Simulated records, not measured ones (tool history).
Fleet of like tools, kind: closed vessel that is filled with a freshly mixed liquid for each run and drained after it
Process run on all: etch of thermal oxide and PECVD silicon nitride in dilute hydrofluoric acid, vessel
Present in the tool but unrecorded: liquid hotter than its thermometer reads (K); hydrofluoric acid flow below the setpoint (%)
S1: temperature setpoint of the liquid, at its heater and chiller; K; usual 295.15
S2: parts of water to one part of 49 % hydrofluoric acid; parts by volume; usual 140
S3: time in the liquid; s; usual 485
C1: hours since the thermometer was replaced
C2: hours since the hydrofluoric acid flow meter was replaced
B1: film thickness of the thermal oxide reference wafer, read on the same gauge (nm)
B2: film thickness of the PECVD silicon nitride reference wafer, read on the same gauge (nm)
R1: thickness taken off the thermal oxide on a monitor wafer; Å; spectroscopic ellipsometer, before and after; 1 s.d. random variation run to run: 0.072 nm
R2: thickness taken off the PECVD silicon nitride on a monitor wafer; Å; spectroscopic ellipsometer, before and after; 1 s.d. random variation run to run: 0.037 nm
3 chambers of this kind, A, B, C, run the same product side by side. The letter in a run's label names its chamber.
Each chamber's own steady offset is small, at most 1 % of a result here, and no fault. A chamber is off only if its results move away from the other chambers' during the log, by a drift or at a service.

run,day,S1,S2,S3,C1,C2,B1,B2,R1,R2
1C,0.3,295.15,140,485,619.6,789.4,99.957,39.997,141.54,52.393
2B,0.612,295.15,140,485,492.3,1998.4,99.987,40,139.87,51.945
3A,1.242,295.15,140,485,1649.2,127.6,99.997,39.958,142.26,52.242
4B,1.758,295.15,140,485,519.8,2025.9,100.03,40.01,142.06,52.498
# day 1.808: chamber C: hydrofluoric acid flow meter replaced
5A,2.246,295.15,140,485,1673.3,151.7,99.961,39.996,142.26,52.996
6C,2.558,297.15,140,485,673.8,18.1,100.01,40.009,154.11,59.707
7C,3.083,297.15,140,485,686.4,30.7,99.941,40.017,154.45,59.825
8A,3.604,297.15,140,485,1705.9,184.3,100.03,39.952,152.98,59.748
9B,4.104,295.15,140,485,576.1,2082.2,99.957,40.003,141.71,53.52
10B,4.45,295.15,140,485,584.4,2090.5,99.982,40.011,140.96,53.238
11C,4.858,295.15,140,485,729,73.3,100,40.018,142.78,52.185
12A,5.212,295.15,140,485,1744.5,222.9,99.999,40.033,140.83,53.264
13B,5.604,295.15,140,485,612.1,2118.2,100.02,40.011,142.64,54.669
# day 5.95: chamber B: hydrofluoric acid flow meter replaced
14C,6.1,295.15,140,485,758.8,103.1,99.976,39.987,143.21,52.351
15A,6.521,295.15,140,485,1775.9,254.3,100.01,39.994,141.17,52.425
16C,7.062,295.15,200,485,781.9,126.2,100,39.984,94.384,36.981
17B,7.412,295.15,200,485,655.5,35.2,100,39.997,95.409,38.61
18A,7.979,295.15,200,485,1810.9,289.3,100.02,39.994,92.868,37.127
19C,8.575,295.15,140,485,818.2,162.5,100.02,39.988,142.63,53.09
20A,9.217,295.15,140,485,1840.6,319,99.969,39.996,142.8,52.504
21B,9.579,295.15,140,485,707.5,87.2,99.957,40.031,144.84,56.208

Has any chamber moved away from the others, gradually or after a service, or does the common gauge drift, or do the chambers differ only by their own small steady offsets? State the chamber and the most likely cause if one applies.

One chamber, B, drifts off from the rest bit by bit.
Most likely cause: liquid hotter than its thermometer reads (K) = 1.13.

Which of the 4 candidates below, each the usual settings with something changed and its results left as question marks, puts chamber B back in line with what the other chambers give on the usual settings?
Allowed miss from the other chambers' usual-settings mean, per result, to count as in line: R1 2.5 Å; R2 1.3 Å
22B-1,10.067,293.15,130,450,,,,,?,?
22B-2,10.067,294.15,135,470,,,,,?,?
22B-3,10.067,296.15,145,500,,,,,?,?
22B-4,10.067,297.15,150,520,,,,,?,?

Average result of the remaining chambers running the usual settings: R1 142.33 Å; R2 52.642 Å
run,R1,R2
22B-1,136.54,49.322
22B-2,142.04,53.049
22B-3,150.21,59.91
22B-4,155.87,64.209
22B-2 brings the chamber back in line.
